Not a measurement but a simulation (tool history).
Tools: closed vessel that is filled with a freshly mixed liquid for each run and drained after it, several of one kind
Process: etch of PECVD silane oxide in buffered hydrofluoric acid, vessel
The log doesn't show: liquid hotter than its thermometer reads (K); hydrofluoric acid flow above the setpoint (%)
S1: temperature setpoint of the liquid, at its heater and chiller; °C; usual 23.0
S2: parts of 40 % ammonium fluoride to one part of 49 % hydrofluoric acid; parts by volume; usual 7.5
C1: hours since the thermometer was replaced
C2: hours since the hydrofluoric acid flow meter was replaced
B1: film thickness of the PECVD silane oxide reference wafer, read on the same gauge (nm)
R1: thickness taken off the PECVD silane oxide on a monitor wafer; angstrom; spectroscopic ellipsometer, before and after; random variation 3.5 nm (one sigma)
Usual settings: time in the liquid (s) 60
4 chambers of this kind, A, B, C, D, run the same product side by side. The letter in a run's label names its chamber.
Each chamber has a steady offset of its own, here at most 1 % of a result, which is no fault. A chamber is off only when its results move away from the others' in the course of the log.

run 1B hour=4.9 | S1=23.0 S2=7.5 time_in_the_liquid_(s)=60 | C1=493.1 C2=461.8 | B1=110.01 | R1=3674.3
-- hour=6.3 chamber D: hydrofluoric acid flow meter replaced
run 2A hour=10.8 | S1=23.0 S2=7.5 time_in_the_liquid_(s)=60 | C1=1422.7 C2=321.2 | B1=109.99 | R1=3765.5
run 3D hour=15.3 | S1=23.0 S2=7.5 time_in_the_liquid_(s)=60 | C1=273.2 C2=9.0 | B1=109.99 | R1=3744.4
run 4C hour=19.6 | S1=23.0 S2=7.5 time_in_the_liquid_(s)=60 | C1=130.4 C2=696.2 | B1=109.94 | R1=3744.4
run 5A hour=24.0 | S1=23.0 S2=7.5 time_in_the_liquid_(s)=60 | C1=1435.9 C2=334.4 | B1=110.00 | R1=3809.6
run 6C hour=28.5 | S1=23.0 S2=7.5 time_in_the_liquid_(s)=60 | C1=139.3 C2=705.1 | B1=110.04 | R1=3732.9
run 7D hour=33.4 | S1=23.0 S2=7.5 time_in_the_liquid_(s)=60 | C1=291.3 C2=27.1 | B1=109.99 | R1=3661.5
run 8B hour=38.6 | S1=23.0 S2=7.5 time_in_the_liquid_(s)=85 | C1=526.8 C2=495.5 | B1=110.07 | R1=5257.9
run 9D hour=42.4 | S1=23.0 S2=7.5 time_in_the_liquid_(s)=85 | C1=300.3 C2=36.1 | B1=110.00 | R1=5245.4
run 10B hour=49.3 | S1=23.0 S2=7.5 time_in_the_liquid_(s)=85 | C1=537.5 C2=506.2 | B1=110.02 | R1=5324.5
run 11A hour=54.5 | S1=23.0 S2=7.5 time_in_the_liquid_(s)=85 | C1=1466.4 C2=364.9 | B1=109.99 | R1=5311.1
run 12C hour=59.8 | S1=23.0 S2=7.5 time_in_the_liquid_(s)=60 | C1=170.6 C2=736.4 | B1=110.02 | R1=3746.9
-- hour=60.6 chamber B: hydrofluoric acid flow meter replaced
run 13A hour=64.5 | S1=23.0 S2=7.5 time_in_the_liquid_(s)=60 | C1=1476.4 C2=374.9 | B1=110.02 | R1=3743.3
run 14B hour=71.0 | S1=23.0 S2=9.5 time_in_the_liquid_(s)=60 | C1=559.2 C2=10.5 | B1=109.97 | R1=2941.0
run 15D hour=74.0 | S1=23.0 S2=9.5 time_in_the_liquid_(s)=60 | C1=331.9 C2=67.7 | B1=110.01 | R1=2962.0
run 16C hour=80.9 | S1=23.0 S2=9.5 time_in_the_liquid_(s)=60 | C1=191.7 C2=757.5 | B1=110.03 | R1=3002.9
run 17A hour=87.8 | S1=23.0 S2=9.5 time_in_the_liquid_(s)=60 | C1=1499.7 C2=398.2 | B1=110.02 | R1=3013.8
run 18C hour=92.6 | S1=23.0 S2=7.5 time_in_the_liquid_(s)=60 | C1=203.4 C2=769.2 | B1=109.98 | R1=3742.1
run 19D hour=98.0 | S1=23.0 S2=7.5 time_in_the_liquid_(s)=60 | C1=355.9 C2=91.7 | B1=109.99 | R1=3763.7
run 20B hour=101.7 | S1=23.0 S2=7.5 time_in_the_liquid_(s)=60 | C1=589.9 C2=41.2 | B1=110.03 | R1=3683.5
run 21D hour=107.6 | S1=23.0 S2=7.5 time_in_the_liquid_(s)=60 | C1=365.5 C2=101.3 | B1=109.99 | R1=3685.6
run 22B hour=112.1 | S1=23.0 S2=7.5 time_in_the_liquid_(s)=60 | C1=600.3 C2=51.6 | B1=109.99 | R1=3657.9
run 23C hour=115.5 | S1=23.0 S2=7.5 time_in_the_liquid_(s)=60 | C1=226.3 C2=792.1 | B1=109.99 | R1=3718.1
run 24A hour=122.4 | S1=23.0 S2=7.5 time_in_the_liquid_(s)=60 | C1=1534.3 C2=432.8 | B1=109.97 | R1=3913.0
run 25B hour=127.5 | S1=23.0 S2=7.5 time_in_the_liquid_(s)=60 | C1=615.7 C2=67.0 | B1=110.02 | R1=3686.8
run 26C hour=131.2 | S1=23.0 S2=7.5 time_in_the_liquid_(s)=60 | C1=242.0 C2=807.8 | B1=110.01 | R1=3683.5
run 27A hour=134.2 | S1=23.0 S2=7.5 time_in_the_liquid_(s)=60 | C1=1546.1 C2=444.6 | B1=110.00 | R1=3853.6
run 28D hour=138.2 | S1=23.0 S2=7.5 time_in_the_liquid_(s)=60 | C1=396.1 C2=131.9 | B1=109.98 | R1=3756.3
run 29A hour=144.3 | S1=23.0 S2=7.5 time_in_the_liquid_(s)=60 | C1=1556.2 C2=454.7 | B1=110.02 | R1=3842.3
run 30B hour=147.7 | S1=23.0 S2=7.5 time_in_the_liquid_(s)=60 | C1=635.9 C2=87.2 | B1=110.02 | R1=3636.0
run 31D hour=151.3 | S1=23.0 S2=7.5 time_in_the_liquid_(s)=60 | C1=409.2 C2=145.0 | B1=110.04 | R1=3656.1
run 32C hour=154.5 | S1=23.0 S2=7.5 time_in_the_liquid_(s)=60 | C1=265.3 C2=831.1 | B1=110.02 | R1=3626.9
-- hour=157.0 chamber A: hydrofluoric acid flow meter replaced
run 33A hour=159.1 | S1=23.0 S2=7.5 time_in_the_liquid_(s)=60 | C1=1571.0 C2=2.1 | B1=109.95 | R1=3850.2
run 34D hour=165.0 | S1=23.0 S2=7.5 time_in_the_liquid_(s)=60 | C1=422.9 C2=158.7 | B1=110.02 | R1=3734.4
run 35C hour=170.4 | S1=23.0 S2=7.5 time_in_the_liquid_(s)=60 | C1=281.2 C2=847.0 | B1=109.99 | R1=3705.5
run 36B hour=174.0 | S1=23.0 S2=7.5 time_in_the_liquid_(s)=60 | C1=662.2 C2=113.5 | B1=110.01 | R1=3712.1
run 37B hour=177.4 | S1=23.0 S2=7.5 time_in_the_liquid_(s)=60 | C1=665.6 C2=116.9 | B1=110.00 | R1=3696.2
run 38D hour=182.0 | S1=23.0 S2=7.5 time_in_the_liquid_(s)=60 | C1=439.9 C2=175.7 | B1=110.04 | R1=3689.8
run 39A hour=188.0 | S1=23.0 S2=7.5 time_in_the_liquid_(s)=60 | C1=1599.9 C2=31.0 | B1=110.01 | R1=3949.0
-- hour=192.7 chamber D: thermometer replaced
run 40C hour=194.3 | S1=23.0 S2=7.5 time_in_the_liquid_(s)=60 | C1=305.1 C2=870.9 | B1=110.00 | R1=3736.2
run 41A hour=199.4 | S1=23.0 S2=7.5 time_in_the_liquid_(s)=60 | C1=1611.3 C2=42.4 | B1=110.03 | R1=4005.8
run 42D hour=205.6 | S1=23.0 S2=7.5 time_in_the_liquid_(s)=60 | C1=13.0 C2=199.3 | B1=110.02 | R1=3668.6
run 43B hour=208.6 | S1=23.0 S2=7.5 time_in_the_liquid_(s)=60 | C1=696.8 C2=148.1 | B1=110.05 | R1=3676.4

What goes on in this fleet: one chamber off, a drifting gauge, or nothing beyond the chambers' own small offsets? Name the chamber and the cause, if any.

Chamber A drifts away from the others.
Cause: liquid hotter than its thermometer reads (K) = 1.41.

Here are 4 candidates for chamber A's next run, each the usual settings with a change, their results left as question marks. Which one brings its results back in line with what the others give on the usual settings?
In line means no further than this from the other chambers' mean on the usual settings: R1 120.0 angstrom
run 44A-1 hour=213.7 | S1=23.5 S2=7.5 time_in_the_liquid_(s)=60 | R1=?
run 44A-2 hour=213.7 | S1=22.5 S2=7.5 time_in_the_liquid_(s)=60 | R1=?
run 44A-3 hour=213.7 | S1=23.0 S2=7.5 time_in_the_liquid_(s)=55 | R1=?
run 44A-4 hour=213.7 | S1=23.0 S2=7.5 time_in_the_liquid_(s)=65 | R1=?

The other chambers' mean on the usual settings: R1 3708.3 angstrom
run=44A-1 R1=4143.0
run=44A-2 R1=3924.0
run=44A-3 R1=3696.2
run=44A-4 R1=4368.2
44A-3 brings the chamber back in line.
